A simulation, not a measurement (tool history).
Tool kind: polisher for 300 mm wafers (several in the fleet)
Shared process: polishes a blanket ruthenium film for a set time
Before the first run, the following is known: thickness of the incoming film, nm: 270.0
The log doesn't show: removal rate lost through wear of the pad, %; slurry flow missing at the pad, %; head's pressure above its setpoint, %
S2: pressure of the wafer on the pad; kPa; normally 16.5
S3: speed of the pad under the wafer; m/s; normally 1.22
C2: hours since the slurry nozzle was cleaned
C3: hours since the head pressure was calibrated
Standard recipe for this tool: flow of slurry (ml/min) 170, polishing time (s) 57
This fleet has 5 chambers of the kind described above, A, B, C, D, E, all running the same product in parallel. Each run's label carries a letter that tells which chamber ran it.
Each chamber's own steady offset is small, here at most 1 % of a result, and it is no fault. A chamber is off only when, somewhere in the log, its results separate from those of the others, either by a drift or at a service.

Run 1E, hour 9.3: usual settings; wafers polished on this pad 617; C2 144.3; C3 417.3. Result: film removed (nm) 90.870.
Run 2A, hour 16.7: usual settings; wafers polished on this pad 1003; C2 133.7; C3 393.1. Result: film removed (nm) 90.554.
At hour 21.5: chamber A: worn pad replaced by a new one.
Run 3C, hour 29.1: usual settings; wafers polished on this pad 902; C2 497.1; C3 269.2. Result: film removed (nm) 93.040.
At hour 32.1: chamber D: worn pad replaced by a new one.
Run 4D, hour 42.4: usual settings; wafers polished on this pad 118; C2 310.0; C3 416.3. Result: film removed (nm) 92.817.
At hour 47.5: chamber C: worn pad replaced by a new one.
Run 5B, hour 52.5: usual settings; wafers polished on this pad 1111; C2 57.2; C3 334.1. Result: film removed (nm) 92.290.
At hour 63.3: chamber E: worn pad replaced by a new one.
Run 6E, hour 66.2: usual settings; wafers polished on this pad 34; C2 201.2; C3 474.2. Result: film removed (nm) 93.624.
Run 7A, hour 78.5: usual settings; wafers polished on this pad 657; C2 195.5; C3 454.9. Result: film removed (nm) 92.715.
Run 8B, hour 92.7: usual settings; wafers polished on this pad 1574; C2 97.4; C3 374.3. Result: film removed (nm) 93.120.
At hour 96.8: chamber C: slurry nozzle cleaned.
At hour 100.5: chamber D: slurry nozzle cleaned.
Run 9D, hour 101.4: usual settings; wafers polished on this pad 799; C2 1.0; C3 475.3. Result: film removed (nm) 91.813.
Run 10C, hour 114.0: usual settings; wafers polished on this pad 767; C2 17.2; C3 354.1. Result: film removed (nm) 93.326.
At hour 119.9: chamber A: worn pad replaced by a new one.
Run 11D, hour 121.2: usual settings but S2 12.4 kPa, polishing time (s) 66; wafers polished on this pad 1027; C2 20.8; C3 495.1. Result: film removed (nm) 81.472.
Run 12A, hour 130.2: usual settings but S2 12.4 kPa, polishing time (s) 66; wafers polished on this pad 119; C2 247.2; C3 506.6. Result: film removed (nm) 79.562.
At hour 134.6: chamber E: slurry nozzle cleaned.
At hour 135.4: chamber D: worn pad replaced by a new one.
Run 13B, hour 139.3: usual settings but S2 12.4 kPa, polishing time (s) 66; wafers polished on this pad 2111; C2 144.0; C3 420.9. Result: film removed (nm) 80.416.
At hour 143.0: chamber C: head pressure recalibrated.
At hour 143.9: chamber C: worn pad replaced by a new one.
At hour 149.8: chamber E: worn pad replaced by a new one.
Run 14E, hour 154.1: usual settings but S2 12.4 kPa, polishing time (s) 66; wafers polished on this pad 50; C2 19.6; C3 562.1. Result: film removed (nm) 81.895.
Run 15C, hour 161.6: usual settings but S2 12.4 kPa, polishing time (s) 66; wafers polished on this pad 204; C2 64.8; C3 18.7. Result: film removed (nm) 79.927.
Run 16A, hour 168.9: usual settings; wafers polished on this pad 565; C2 285.9; C3 545.3. Result: film removed (nm) 89.608.
Run 17E, hour 178.0: usual settings; wafers polished on this pad 326; C2 43.5; C3 586.0. Result: film removed (nm) 91.555.
Run 18B, hour 187.6: usual settings; wafers polished on this pad 2668; C2 192.3; C3 469.2. Result: film removed (nm) 90.987.
Run 19C, hour 200.5: usual settings; wafers polished on this pad 652; C2 103.7; C3 57.6. Result: film removed (nm) 90.410.
At hour 207.4: chamber B: head pressure recalibrated.
Run 20D, hour 208.9: usual settings; wafers polished on this pad 847; C2 108.5; C3 582.8. Result: film removed (nm) 92.721.
Run 21D, hour 218.4: usual settings; wafers polished on this pad 957; C2 118.0; C3 592.3. Result: film removed (nm) 92.350.
At hour 222.7: chamber A: worn pad replaced by a new one.
Run 22C, hour 226.2: usual settings; wafers polished on this pad 948; C2 129.4; C3 83.3. Result: film removed (nm) 93.069.
At hour 233.0: chamber C: worn pad replaced by a new one.
Run 23E, hour 240.3: usual settings; wafers polished on this pad 1044; C2 105.8; C3 648.3. Result: film removed (nm) 94.046.
At hour 242.0: chamber D: worn pad replaced by a new one.
At hour 244.0: chamber E: worn pad replaced by a new one.
Run 24A, hour 247.8: usual settings; wafers polished on this pad 289; C2 364.8; C3 624.2. Result: film removed (nm) 92.663.
Run 25B, hour 255.7: usual settings but S2 19.3 kPa, S3 1.40 m/s; wafers polished on this pad 3453; C2 260.4; C3 48.3. Result: film removed (nm) 120.730.
Run 26D, hour 271.9: usual settings but S2 19.3 kPa, S3 1.40 m/s; wafers polished on this pad 345; C2 171.5; C3 645.8. Result: film removed (nm) 123.970.
Run 27B, hour 286.1: usual settings but S2 19.3 kPa, S3 1.40 m/s; wafers polished on this pad 3804; C2 290.8; C3 78.7. Result: film removed (nm) 121.000.
Run 28A, hour 300.5: usual settings but S2 19.3 kPa, S3 1.40 m/s; wafers polished on this pad 897; C2 417.5; C3 676.9. Result: film removed (nm) 121.820.
Run 29C, hour 309.3: usual settings but S2 19.3 kPa, S3 1.40 m/s; wafers polished on this pad 880; C2 212.5; C3 166.4. Result: film removed (nm) 122.080.
Run 30E, hour 319.7: usual settings; wafers polished on this pad 872; C2 185.2; C3 727.7. Result: film removed (nm) 93.143.
At hour 323.1: chamber C: worn pad replaced by a new one.
At hour 333.6: chamber D: worn pad replaced by a new one.
Run 31E, hour 333.7: usual settings; wafers polished on this pad 1034; C2 199.2; C3 741.7. Result: film removed (nm) 93.017.
At hour 334.7: chamber A: slurry nozzle cleaned.
At hour 337.2: chamber A: worn pad replaced by a new one.
Run 32A, hour 345.6: usual settings; wafers polished on this pad 97; C2 11.0; C3 722.0. Result: film removed (nm) 92.864.
At hour 358.5: chamber E: worn pad replaced by a new one.
Run 33B, hour 359.3: usual settings; wafers polished on this pad 4648; C2 364.0; C3 151.9. Result: film removed (nm) 86.278.
At hour 367.4: chamber E: slurry nozzle cleaned.
Run 34D, hour 371.0: usual settings; wafers polished on this pad 431; C2 270.6; C3 744.9. Result: film removed (nm) 92.371.
Run 35C, hour 386.2: usual settings; wafers polished on this pad 727; C2 289.4; C3 243.3. Result: film removed (nm) 92.801.
Run 36D, hour 400.5: usual settings; wafers polished on this pad 772; C2 300.1; C3 774.4. Result: film removed (nm) 93.650.
Run 37B, hour 413.7: usual settings; wafers polished on this pad 5275; C2 418.4; C3 206.3. Result: film removed (nm) 83.105.
At hour 418.9: chamber E: head pressure recalibrated.
Run 38C, hour 427.7: usual settings; wafers polished on this pad 1206; C2 330.9; C3 284.8. Result: film removed (nm) 91.849.
At hour 434.8: chamber C: worn pad replaced by a new one.
Run 39E, hour 438.1: usual settings; wafers polished on this pad 918; C2 70.8; C3 19.3. Result: film removed (nm) 94.271.
At hour 438.5: chamber D: worn pad replaced by a new one.
At hour 446.1: chamber A: worn pad replaced by a new one.
Run 40A, hour 448.5: usual settings; wafers polished on this pad 28; C2 113.9; C3 824.9. Result: film removed (nm) 92.385.
Run 41B, hour 464.5: usual settings; wafers polished on this pad 5861; C2 469.2; C3 257.1. Result: film removed (nm) 84.140.
At hour 472.0: chamber E: worn pad replaced by a new one.
Run 42E, hour 475.4: usual settings; wafers polished on this pad 39; C2 108.1; C3 56.6. Result: film removed (nm) 93.492.
At hour 476.9: chamber D: slurry nozzle cleaned.
Run 43D, hour 485.9: usual settings; wafers polished on this pad 546; C2 9.0; C3 859.8. Result: film removed (nm) 92.262.
Run 44C, hour 498.9: usual settings; wafers polished on this pad 740; C2 402.1; C3 356.0. Result: film removed (nm) 92.596.

For the next run the whole fleet of 5 chambers uses the same settings. Give each chamber's results:
Run 45A, hour 510.6: usual settings. Result: film removed (nm) ?.
Run 45B, hour 510.6: usual settings. Result: film removed (nm) ?.
Run 45C, hour 510.6: usual settings. Result: film removed (nm) ?.
Run 45D, hour 510.6: usual settings. Result: film removed (nm) ?.
Run 45E, hour 510.6: usual settings. Result: film removed (nm) ?.

run  film removed (nm)
45A             91.880
45B             82.041
45C             92.701
45D             91.464
45E             92.816
